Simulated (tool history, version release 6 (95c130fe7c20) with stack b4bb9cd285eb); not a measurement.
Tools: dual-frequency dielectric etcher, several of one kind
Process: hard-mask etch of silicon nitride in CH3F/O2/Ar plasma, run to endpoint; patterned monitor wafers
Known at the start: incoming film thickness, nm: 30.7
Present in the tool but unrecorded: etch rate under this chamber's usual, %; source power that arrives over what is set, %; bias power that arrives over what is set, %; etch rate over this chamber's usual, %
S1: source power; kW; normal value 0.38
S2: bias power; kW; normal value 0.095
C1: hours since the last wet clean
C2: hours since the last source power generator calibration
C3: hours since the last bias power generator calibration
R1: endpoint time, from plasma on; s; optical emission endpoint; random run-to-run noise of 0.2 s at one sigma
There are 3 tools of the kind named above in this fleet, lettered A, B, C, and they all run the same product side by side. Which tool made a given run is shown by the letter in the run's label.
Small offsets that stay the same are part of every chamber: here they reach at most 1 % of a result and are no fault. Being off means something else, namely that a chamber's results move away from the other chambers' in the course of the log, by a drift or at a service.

run 1B hour=12.2 | S1=0.38 S2=0.095 | C1=34.2 C2=2597.6 C3=666.5 | R1=41.331
run 2A hour=22.9 | S1=0.38 S2=0.095 | C1=176.2 C2=345.8 C3=951.9 | R1=40.565
run 3C hour=37 | S1=0.38 S2=0.095 | C1=238.7 C2=1153.6 C3=358.2 | R1=41.159
run 4B hour=47.8 | S1=0.38 S2=0.095 | C1=69.8 C2=2633.2 C3=702.1 | R1=41.676
run 5C hour=55.3 | S1=0.38 S2=0.095 | C1=257 C2=1171.9 C3=376.5 | R1=41.276
run 6A hour=65.9 | S1=0.38 S2=0.095 | C1=219.2 C2=388.8 C3=994.9 | R1=40.835
run 7C hour=76.7 | S1=0.38 S2=0.095 | C1=278.4 C2=1193.3 C3=397.9 | R1=40.853
run 8A hour=83.5 | S1=0.38 S2=0.095 | C1=236.8 C2=406.4 C3=1012.5 | R1=40.698
run 9B hour=92.4 | S1=0.38 S2=0.095 | C1=114.4 C2=2677.8 C3=746.7 | R1=41.339
run 10B hour=106.1 | S1=0.38 S2=0.095 | C1=128.1 C2=2691.5 C3=760.4 | R1=41.507
run 11C hour=115.6 | S1=0.38 S2=0.095 | C1=317.3 C2=1232.2 C3=436.8 | R1=41.074
run 12A hour=128.3 | S1=0.38 S2=0.095 | C1=281.6 C2=451.2 C3=1057.3 | R1=40.701
run 13C hour=139.1 | S1=0.38 S2=0.095 | C1=340.8 C2=1255.7 C3=460.3 | R1=41.116
run 14B hour=151.5 | S1=0.42 S2=0.114 | C1=173.5 C2=2736.9 C3=805.8 | R1=36.958
run 15A hour=158.2 | S1=0.42 S2=0.114 | C1=311.5 C2=481.1 C3=1087.2 | R1=36.949
run 16C hour=170 | S1=0.42 S2=0.114 | C1=371.7 C2=1286.6 C3=491.2 | R1=36.782
run 17A hour=181.7 | S1=0.38 S2=0.095 | C1=335 C2=504.6 C3=1110.7 | R1=40.912
run 18B hour=191.8 | S1=0.38 S2=0.109 | C1=213.8 C2=2777.2 C3=846.1 | R1=39.752
run 19C hour=206.1 | S1=0.38 S2=0.109 | C1=407.8 C2=1322.7 C3=527.3 | R1=39.305
-- hour=210.8 chamber C: wet clean of the chamber
run 20B hour=217.9 | S1=0.38 S2=0.109 | C1=239.9 C2=2803.3 C3=872.2 | R1=39.076
run 21A hour=226.5 | S1=0.38 S2=0.095 | C1=379.8 C2=549.4 C3=1155.5 | R1=40.77
run 22A hour=237.1 | S1=0.43 S2=0.095 | C1=390.4 C2=560 C3=1166.1 | R1=39.132
run 23B hour=246.8 | S1=0.43 S2=0.095 | C1=268.8 C2=2832.2 C3=901.1 | R1=39.576
run 24C hour=257.9 | S1=0.43 S2=0.095 | C1=47.1 C2=1374.5 C3=579.1 | R1=37.809
run 25A hour=271.5 | S1=0.38 S2=0.095 | C1=424.8 C2=594.4 C3=1200.5 | R1=40.678
run 26C hour=281.2 | S1=0.38 S2=0.095 | C1=70.4 C2=1397.8 C3=602.4 | R1=39.535
run 27B hour=292 | S1=0.38 S2=0.095 | C1=314 C2=2877.4 C3=946.3 | R1=41.276
run 28B hour=306 | S1=0.45 S2=0.095 | C1=328 C2=2891.4 C3=960.3 | R1=38.863
run 29C hour=312.7 | S1=0.45 S2=0.095 | C1=101.9 C2=1429.3 C3=633.9 | R1=36.512
run 30A hour=319.1 | S1=0.45 S2=0.095 | C1=472.4 C2=642 C3=1248.1 | R1=38.638
run 31A hour=333.5 | S1=0.38 S2=0.11 | C1=486.8 C2=656.4 C3=1262.5 | R1=38.932
run 32B hour=346.7 | S1=0.38 S2=0.11 | C1=368.7 C2=2932.1 C3=1001 | R1=39.244
run 33C hour=361 | S1=0.38 S2=0.11 | C1=150.2 C2=1477.6 C3=682.2 | R1=37.286
run 34C hour=370.5 | S1=0.45 S2=0.118 | C1=159.7 C2=1487.1 C3=691.7 | R1=34.359
run 35A hour=377.4 | S1=0.45 S2=0.118 | C1=530.7 C2=700.3 C3=1306.4 | R1=35.479
run 36B hour=391.9 | S1=0.45 S2=0.118 | C1=413.9 C2=2977.3 C3=1046.2 | R1=35.561
run 37A hour=402.6 | S1=0.38 S2=0.095 | C1=555.9 C2=725.5 C3=1331.6 | R1=40.859
run 38B hour=416.7 | S1=0.38 S2=0.095 | C1=438.7 C2=3002.1 C3=1071 | R1=41.1
-- hour=421.8 chamber B: wet clean of the chamber
run 39C hour=425.9 | S1=0.38 S2=0.095 | C1=215.1 C2=1542.5 C3=747.1 | R1=39.475
run 40A hour=437.4 | S1=0.38 S2=0.095 | C1=590.7 C2=760.3 C3=1366.4 | R1=40.819
run 41B hour=449.9 | S1=0.38 S2=0.095 | C1=28.1 C2=3035.3 C3=1104.2 | R1=41.301
run 42C hour=456.7 | S1=0.38 S2=0.095 | C1=245.9 C2=1573.3 C3=777.9 | R1=38.846

Is one chamber out of step, is the gauge drifting, or do the chambers differ by no more than their own small offsets? For an off chamber, give its letter and the likeliest cause.

A service on chamber C put it out of line with the rest.
Cause: etch rate over this chamber's usual, % = 4.39.

Below are 4 candidate recipes for chamber C's next run, each the usual settings with a change, their results shown as question marks. Which of them brings C's results back in line with what the other chambers give on the usual settings?
A result is in line if it is within this distance of the other chambers' mean on the usual settings: R1 0.71 s
run 43C-1 hour=467.2 | S1=0.38 S2=0.076 | R1=?
run 43C-2 hour=467.2 | S1=0.4 S2=0.1 | R1=?
run 43C-3 hour=467.2 | S1=0.47 S2=0.095 | R1=?
run 43C-4 hour=467.2 | S1=0.36 S2=0.09 | R1=?

Mean of the other chambers on the usual settings: R1 41.141 s
run=43C-1 R1=42.741
run=43C-2 R1=37.967
run=43C-3 R1=36.437
run=43C-4 R1=41.043
It is 43C-4 that realigns the chamber with its peers.
